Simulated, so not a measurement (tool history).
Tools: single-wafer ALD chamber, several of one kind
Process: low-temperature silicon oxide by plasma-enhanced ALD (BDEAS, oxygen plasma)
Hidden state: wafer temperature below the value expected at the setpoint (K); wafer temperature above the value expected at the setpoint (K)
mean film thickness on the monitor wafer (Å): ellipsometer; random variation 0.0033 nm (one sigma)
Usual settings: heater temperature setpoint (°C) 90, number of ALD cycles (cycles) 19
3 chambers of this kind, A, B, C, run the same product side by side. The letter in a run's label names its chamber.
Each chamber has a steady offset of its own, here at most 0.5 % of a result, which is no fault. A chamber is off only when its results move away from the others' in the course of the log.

| run | hour | heater temperature setpoint (°C) | number of ALD cycles (cycles) | hours since the last thermocouple change | read-back reference wafer on the same gauge, thickness_nm | mean film thickness on the monitor wafer (Å) |
|---|---|---|---|---|---|---|
| 1B | 7.5 | 90 | 19 | 283.9 | 2.9298 | 28.064 |
| 2C | 12.5 | 90 | 19 | 2053.3 | 2.9297 | 28.1 |
| 3A | 18.9 | 90 | 19 | 100.9 | 2.9286 | 28.217 |
| 4B | 23.3 | 90 | 19 | 299.7 | 2.9278 | 28.054 |
| 5A | 30.3 | 90 | 19 | 112.3 | 2.9278 | 28.123 |
| 6C | 34.8 | 90 | 19 | 2075.6 | 2.9276 | 28.108 |
| 7B | 41.3 | 90 | 19 | 317.7 | 2.9271 | 28.05 |
| 8A | 46.5 | 90 | 19 | 128.5 | 2.927 | 28.2 |
| 9C | 50.2 | 90 | 19 | 2091 | 2.925 | 28.082 |
| 10C | 57 | 90 | 19 | 2097.8 | 2.9258 | 28.094 |
| 11B | 61.5 | 95 | 15 | 337.9 | 2.9243 | 21.752 |
| 12A | 68.5 | 95 | 15 | 150.5 | 2.9246 | 21.855 |
| 13A | 74.5 | 95 | 15 | 156.5 | 2.9239 | 21.836 |
| 14C | 81.2 | 90 | 19 | 2122 | 2.9226 | 27.968 |
| 15B | 87.4 | 90 | 19 | 363.8 | 2.9218 | 27.959 |
| 16B | 95.1 | 90 | 19 | 371.5 | 2.9218 | 27.997 |
| 17C | 101.7 | 90 | 19 | 2142.5 | 2.9209 | 28.105 |
| 18A | 106.1 | 90 | 19 | 188.1 | 2.9212 | 28.109 |
| 19C | 112.7 | 90 | 19 | 2153.5 | 2.9206 | 27.992 |
| 20A | 118.7 | 100 | 19 | 200.7 | 2.9196 | 27.191 |
| 21B | 124.7 | 100 | 19 | 401.1 | 2.9206 | 27.046 |
| 22B | 128.5 | 100 | 19 | 404.9 | 2.9189 | 27.059 |
| 23C | 134.3 | 90 | 19 | 2175.1 | 2.9193 | 28.001 |
| 24A | 138.3 | 90 | 19 | 220.3 | 2.9184 | 28.144 |
| 25A | 142.3 | 90 | 19 | 224.3 | 2.9186 | 28.094 |
| 26B | 150.4 | 90 | 19 | 426.8 | 2.9173 | 27.963 |
| 27C | 156.1 | 90 | 19 | 2196.9 | 2.9175 | 27.957 |
| 28A | 164.2 | 102 | 17 | 246.2 | 2.9166 | 24.149 |
| 29B | 170.8 | 102 | 17 | 447.2 | 2.9166 | 24.047 |

Next, every chamber runs the same settings. What will each give?
| 30A | 176.9 | 90 | 19 |  |  | ? |
| 30B | 176.9 | 90 | 19 |  |  | ? |
| 30C | 176.9 | 90 | 19 |  |  | ? |

| run | mean film thickness on the monitor wafer (Å) |
|---|---|
| 30A | 28.067 |
| 30B | 27.921 |
| 30C | 27.925 |

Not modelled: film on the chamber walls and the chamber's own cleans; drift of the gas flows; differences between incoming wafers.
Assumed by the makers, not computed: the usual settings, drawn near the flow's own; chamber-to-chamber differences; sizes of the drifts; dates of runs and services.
